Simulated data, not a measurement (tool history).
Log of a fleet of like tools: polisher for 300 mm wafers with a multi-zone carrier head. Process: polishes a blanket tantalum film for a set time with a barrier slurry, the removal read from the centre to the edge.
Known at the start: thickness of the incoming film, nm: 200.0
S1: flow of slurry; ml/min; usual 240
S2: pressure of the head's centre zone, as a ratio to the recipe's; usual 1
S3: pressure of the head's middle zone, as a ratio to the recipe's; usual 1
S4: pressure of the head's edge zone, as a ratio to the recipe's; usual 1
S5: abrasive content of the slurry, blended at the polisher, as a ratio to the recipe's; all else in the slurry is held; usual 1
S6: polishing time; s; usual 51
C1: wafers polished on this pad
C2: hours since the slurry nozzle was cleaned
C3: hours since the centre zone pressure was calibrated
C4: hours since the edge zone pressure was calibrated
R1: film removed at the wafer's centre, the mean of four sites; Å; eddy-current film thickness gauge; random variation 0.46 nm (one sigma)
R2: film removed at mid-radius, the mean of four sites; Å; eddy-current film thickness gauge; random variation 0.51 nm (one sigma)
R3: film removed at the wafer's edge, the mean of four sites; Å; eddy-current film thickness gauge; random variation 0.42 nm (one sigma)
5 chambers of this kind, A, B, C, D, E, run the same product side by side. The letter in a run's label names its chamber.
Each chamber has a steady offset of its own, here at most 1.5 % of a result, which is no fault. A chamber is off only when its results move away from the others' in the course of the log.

run   hour   S1    S2    S3  S4  S5  S6    C1     C2     C3     C4      R1      R2      R3
       0.6  -- chamber B: worn pad replaced by a new one
 1E      6  240     1     1   1   1  51   444  124.1  345.3  309.2  360.57  361.67  362.34
 2A   16.5  240     1     1   1   1  51   980   60.5  173.1   84.5  366.22  353.97  357.15
      20.6  -- chamber E: worn pad replaced by a new one
 3C   22.3  240     1     1   1   1  51   633  296.2  328.6  890.1  348.04  355.62  353.93
 4D   31.8  240     1     1   1   1  51   633  327.9  206.1  565.1  357.23  356.05  344.98
 5B     41  240     1     1   1   1  51   452   95.9  806.7  245.9  357.44  349.58   347.1
 6A   49.9  240     1     1   1   1  51  1354   93.9  206.5  117.9  353.45  356.03  362.03
 7E   56.9  240  1.11     1   1   1  51   407    175  396.2  360.1   389.1  355.04  355.26
 8C   66.2  240  1.11     1   1   1  51  1124  340.1  372.5    934  400.24  346.73  356.47
 9D   73.1  240  1.11     1   1   1  51  1096  369.2  247.4  606.4  405.88  351.68  340.88
      75.5  -- chamber B: worn pad replaced by a new one
      76.7  -- chamber C: edge zone pressure recalibrated
      77.2  -- chamber E: worn pad replaced by a new one
      78.9  -- chamber D: worn pad replaced by a new one
10B     79  240  1.11     1   1   1  51    39  133.9  844.7  283.9  405.68  358.92  351.79
11A   87.6  240  1.11     1   1   1  51  1776  131.6  244.2  155.6  397.63  349.53  352.75
        88  -- chamber C: worn pad replaced by a new one
12C   97.1  240     1     1   1   1  51   102    371  403.4   20.4  346.66  344.91  352.42
      97.9  -- chamber D: edge zone pressure recalibrated
13E  103.1  240     1     1   1   1  51   290  221.2  442.4  406.3  352.74  352.26  353.94
14D  111.3  240     1     1   1   1  51   363  407.4  285.6   13.5  362.57  354.55  343.28
15B    119  240     1     1   1   1  51   487  173.9  884.7  323.9  360.97  351.85  356.82
     125.4  -- chamber B: centre zone pressure recalibrated
16D    126  240     1     1   1   1  51   528  422.1  300.3   28.2  357.39  349.06  354.75
17B  130.6  240     1     1   1   1  51   617  185.5    5.2  335.5  348.25  357.41   352.1
18A  135.4  240     1     1   1   1  51  2311  179.4    292  203.4  350.56  342.12  357.87
     138.6  -- chamber E: worn pad replaced by a new one
19E  142.5  240     1     1   1   1  51    44  260.6  481.8  445.7  344.22  355.91  354.58
20C  152.7  240     1     1   1   1  51   725  426.6    459     76  351.15  346.75  355.97
21C  162.1  240     1     1   1   1  51   830    436  468.4   85.4   352.7  347.41  348.26
22D  167.1  240     1     1   1   1  51   988  463.2  341.4   69.3  355.19  341.01     350
     167.6  -- chamber D: worn pad replaced by a new one
     171.9  -- chamber B: worn pad replaced by a new one
23A  176.1  240     1     1   1   1  51  2767  220.1  332.7  244.1  333.82   343.5   341.3
     176.7  -- chamber A: centre zone pressure recalibrated
24E  184.1  240  0.91     1   1   1  60   510  302.2  523.4  487.3  375.36  415.01  415.12
25B  190.2  240  0.91     1   1   1  60   205  245.1   64.8  395.1   379.2  420.34  410.31
     192.1  -- chamber C: centre zone pressure recalibrated
26B  199.5  240  0.91     1   1   1  60   310  254.4   74.1  404.4  380.76  420.83  421.37
     201.3  -- chamber C: worn pad replaced by a new one
     201.8  -- chamber E: worn pad replaced by a new one
27D  207.4  240  0.91     1   1   1  60   445  503.5  381.7  109.6  381.09  422.94   409.6
28C  217.8  240  0.91     1   1   1  60   185  491.7   25.7  141.1  379.32  415.92  410.97
29A  224.5  240     1     1   1   1  63  3308  268.5   47.8  292.5  411.25     414  406.52
30E  229.5  240     1     1   1   1  63   310  347.6  568.8  532.7  433.11  433.74  439.38
31C  235.9  240     1     1   1   1  63   388  509.8   43.8  159.2  436.07  429.43  429.81
32D  245.4  240     1     1   1   1  63   871  541.5  419.7  147.6  430.33   431.6  432.24
33E  253.2  240     1     1   1   1  63   575  371.3  592.5  556.4  424.66  428.23  439.21
34A  260.7  240     1     1   1   1  51  3714  304.7     84  328.7  331.32  328.65   329.1
     261.7  -- chamber E: worn pad replaced by a new one
35B  265.9  240     1  0.96   1   1  51  1053  320.8  140.5  470.8  355.08  327.68  346.78
     266.6  -- chamber B: worn pad replaced by a new one
     269.3  -- chamber D: worn pad replaced by a new one
36D  274.1  240     1  0.96   1   1  51    54  570.2  448.4  176.3  360.04  331.87  346.37
37E  280.6  240     1  0.96   1   1  51   211  398.7  619.9  583.8  351.64  331.76  355.13
38C  289.6  240     1  0.96   1   1  51   989  563.5   97.5  212.9  347.61  332.31  363.78
39B  297.4  240     1  0.96   1   1  51   345  352.3    172  502.3  352.54  342.47  352.55

All 5 chambers run these settings next. Forecast each chamber's results:
40A  304.9  240   1   1   1   1  51                   ?   ?   ?
40B  304.9  240   1   1   1   1  51                   ?   ?   ?
40C  304.9  240   1   1   1   1  51                   ?   ?   ?
40D  304.9  240   1   1   1   1  51                   ?   ?   ?
40E  304.9  240   1   1   1   1  51                   ?   ?   ?

run      R1      R2      R3
40A  312.54  307.77  316.98
40B  359.35  354.21  353.58
40C  351.87  349.56  353.62
40D  353.25  352.32  343.98
40E  349.51     354  351.96

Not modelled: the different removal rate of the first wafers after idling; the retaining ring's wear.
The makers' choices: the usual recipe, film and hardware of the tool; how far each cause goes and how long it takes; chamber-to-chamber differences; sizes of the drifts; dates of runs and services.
